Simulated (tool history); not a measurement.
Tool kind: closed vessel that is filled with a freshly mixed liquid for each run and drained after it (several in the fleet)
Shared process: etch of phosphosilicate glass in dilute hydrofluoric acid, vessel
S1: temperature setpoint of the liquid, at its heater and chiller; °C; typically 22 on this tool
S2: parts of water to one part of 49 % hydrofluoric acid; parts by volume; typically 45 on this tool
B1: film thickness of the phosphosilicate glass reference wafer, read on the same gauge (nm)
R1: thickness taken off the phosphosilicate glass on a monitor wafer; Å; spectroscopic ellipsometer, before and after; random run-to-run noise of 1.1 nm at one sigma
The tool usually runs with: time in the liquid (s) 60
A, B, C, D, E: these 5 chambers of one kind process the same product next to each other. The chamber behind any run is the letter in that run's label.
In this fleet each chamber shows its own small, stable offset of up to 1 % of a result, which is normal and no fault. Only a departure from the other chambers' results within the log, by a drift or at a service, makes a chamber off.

Run 1D, day 0.25: usual settings; B1 40.001. Result: R1 1284.7 Å.
Run 2A, day 0.517: usual settings; B1 39.998. Result: R1 1279.9 Å.
Run 3C, day 0.758: usual settings; B1 39.965. Result: R1 1313.3 Å.
Run 4B, day 1.175: usual settings; B1 40.021. Result: R1 1299.9 Å.
Run 5E, day 1.433: usual settings; B1 39.991. Result: R1 1308.4 Å.
Run 6C, day 1.808: usual settings; B1 40.042. Result: R1 1304.3 Å.
At day 2.017: chamber C: thermometer replaced.
Run 7B, day 2.233: usual settings; B1 40.008. Result: R1 1281.9 Å.
Run 8E, day 2.575: usual settings; B1 40.012. Result: R1 1295.5 Å.
At day 2.783: chamber B: hydrofluoric acid flow meter replaced.
Run 9A, day 2.879: usual settings; B1 39.979. Result: R1 1290.3 Å.
Run 10D, day 3.158: usual settings; B1 39.977. Result: R1 1273.5 Å.
Run 11B, day 3.404: usual settings; B1 39.975. Result: R1 1294.8 Å.
At day 3.525: chamber E: hydrofluoric acid flow meter replaced.
Run 12C, day 3.917: usual settings; B1 40.004. Result: R1 1312.9 Å.
Run 13E, day 4.433: usual settings; B1 39.998. Result: R1 1305.4 Å.
Run 14D, day 4.862: usual settings; B1 40.006. Result: R1 1268.6 Å.
Run 15A, day 5.096: usual settings; B1 39.986. Result: R1 1287.6 Å.
Run 16B, day 5.517: usual settings; B1 39.986. Result: R1 1296.5 Å.
Run 17C, day 5.875: usual settings; B1 39.97. Result: R1 1309.9 Å.
Run 18A, day 6.242: usual settings; B1 39.995. Result: R1 1290.1 Å.
Run 19E, day 6.558: usual settings; B1 39.981. Result: R1 1291.7 Å.
Run 20D, day 6.821: usual settings but time in the liquid (s) 80; B1 40.009. Result: R1 1709.5 Å.
At day 6.838: chamber B: thermometer replaced.
Run 21B, day 7.242: usual settings but time in the liquid (s) 80; B1 39.998. Result: R1 1732.5 Å.
Run 22C, day 7.579: usual settings but time in the liquid (s) 80; B1 39.995. Result: R1 1719 Å.
Run 23A, day 7.975: usual settings but time in the liquid (s) 80; B1 40.011. Result: R1 1697.8 Å.
Run 24D, day 8.5: usual settings but time in the liquid (s) 80; B1 40.012. Result: R1 1703.8 Å.
Run 25E, day 9.021: usual settings; B1 39.979. Result: R1 1301.9 Å.
Run 26B, day 9.479: usual settings; B1 40.001. Result: R1 1300.5 Å.
Run 27A, day 9.788: usual settings but S1 19 °C; B1 40.012. Result: R1 1124 Å.
At day 9.808: chamber D: thermometer replaced.
Run 28E, day 10.058: usual settings but S1 19 °C; B1 40.005. Result: R1 1142.8 Å.
Run 29D, day 10.521: usual settings but S1 19 °C; B1 39.967. Result: R1 1127.5 Å.
At day 10.592: chamber A: thermometer replaced.
Run 30C, day 10.825: usual settings but S1 19 °C; B1 40.011. Result: R1 1153.1 Å.
Run 31E, day 11.096: usual settings but S1 19 °C; B1 40.01. Result: R1 1154.8 Å.
Run 32B, day 11.362: usual settings; B1 40.007. Result: R1 1276.4 Å.
Run 33D, day 11.883: usual settings; B1 39.974. Result: R1 1277.4 Å.
Run 34C, day 12.246: usual settings; B1 40.011. Result: R1 1299.6 Å.
Run 35A, day 12.504: usual settings but S2 60 parts by volume, time in the liquid (s) 35; B1 39.982. Result: R1 551.57 Å.
Run 36E, day 12.904: usual settings but S2 60 parts by volume, time in the liquid (s) 35; B1 40.013. Result: R1 556.7 Å.
Run 37A, day 13.221: usual settings but S2 60 parts by volume, time in the liquid (s) 35; B1 39.992. Result: R1 562.82 Å.

Next, every chamber runs the same settings. What will each give?
Run 38A, day 13.604: usual settings but time in the liquid (s) 90. Result: R1 ?.
Run 38B, day 13.604: usual settings but time in the liquid (s) 90. Result: R1 ?.
Run 38C, day 13.604: usual settings but time in the liquid (s) 90. Result: R1 ?.
Run 38D, day 13.604: usual settings but time in the liquid (s) 90. Result: R1 ?.
Run 38E, day 13.604: usual settings but time in the liquid (s) 90. Result: R1 ?.

run      R1
38A  1934.6
38B  1931.6
38C  1937.2
38D  1921.6
38E  1917.5
